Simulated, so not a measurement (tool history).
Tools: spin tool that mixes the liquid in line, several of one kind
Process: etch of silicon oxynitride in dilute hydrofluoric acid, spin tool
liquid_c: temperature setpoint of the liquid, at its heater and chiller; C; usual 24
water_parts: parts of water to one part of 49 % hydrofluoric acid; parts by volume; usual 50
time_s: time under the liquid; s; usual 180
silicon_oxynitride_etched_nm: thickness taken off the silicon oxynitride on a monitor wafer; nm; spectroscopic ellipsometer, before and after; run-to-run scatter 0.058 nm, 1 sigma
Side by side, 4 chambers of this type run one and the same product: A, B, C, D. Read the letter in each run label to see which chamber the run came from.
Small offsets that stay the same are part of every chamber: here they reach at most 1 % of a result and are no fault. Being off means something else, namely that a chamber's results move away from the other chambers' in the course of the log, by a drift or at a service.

run,day,liquid_c,water_parts,time_s,"read-back film thickness of the silicon oxynitride reference wafer, read on the same gauge (nm)",silicon_oxynitride_etched_nm
1D,0.296,24,50,180,109.99,7.9979
2A,0.467,24,50,180,110.02,7.8293
3B,0.667,24,50,180,109.99,7.8968
4C,0.942,24,50,180,109.99,8.079
5A,1.171,22,50,260,110.01,10.233
6D,1.333,22,50,260,109.98,10.29
7C,1.488,22,50,260,110.02,10.393
8B,1.704,22,50,260,109.98,10.382
9C,1.871,24,50,180,110.03,7.9292
10A,2.046,24,50,180,109.97,7.8349
11D,2.342,24,50,180,109.98,7.9255
12B,2.567,24,50,180,109.99,7.977
13D,2.838,19.5,60,180,110.03,5.3221
14B,3.125,19.5,60,180,109.99,5.1867
15C,3.392,19.5,60,180,110,5.4512
16A,3.612,19.5,60,180,109.98,5.2006
17B,3.917,24,50,180,110.02,7.8344
18C,4.229,24,50,180,110.02,8.3839
19A,4.45,24,50,180,110.01,7.8431
20D,4.588,24,50,180,109.99,7.9203
21A,4.8,24,50,180,110,7.9003
22D,5.025,24,50,180,109.97,8.0057
23B,5.162,24,50,180,110,7.8621
24C,5.342,24,50,180,109.98,8.4254
25B,5.492,24,50,180,109.99,7.9686
26A,5.738,24,50,180,110.04,7.9252
27D,5.946,24,50,180,109.97,7.9958
28C,6.175,24,50,180,110.02,8.4261
29B,6.462,24,50,180,109.97,7.9217
30C,6.658,24,50,180,110.02,8.5102
31A,6.933,24,50,180,110.02,7.8791
32D,7.171,24,50,180,109.97,7.893
33A,7.442,24,50,180,109.97,7.8712
34C,7.729,24,50,180,110,8.6167
35B,7.875,24,50,180,110.01,7.8238
36D,8.062,24,60,180,110.01,6.4618
37A,8.375,24,60,180,109.97,6.5172
38C,8.633,24,60,180,109.98,7.2287
39D,8.908,24,60,180,109.97,6.6532
40B,9.217,27.5,50,180,109.99,9.3316
41A,9.438,27.5,50,180,109.99,9.3573

Predict what each chamber gives when all 4 of them run the settings below next.
42A,9.662,24,30,180,,?
42B,9.662,24,30,180,,?
42C,9.662,24,30,180,,?
42D,9.662,24,30,180,,?

run,silicon_oxynitride_etched_nm
42A,13.387
42B,13.252
42C,14.927
42D,13.318

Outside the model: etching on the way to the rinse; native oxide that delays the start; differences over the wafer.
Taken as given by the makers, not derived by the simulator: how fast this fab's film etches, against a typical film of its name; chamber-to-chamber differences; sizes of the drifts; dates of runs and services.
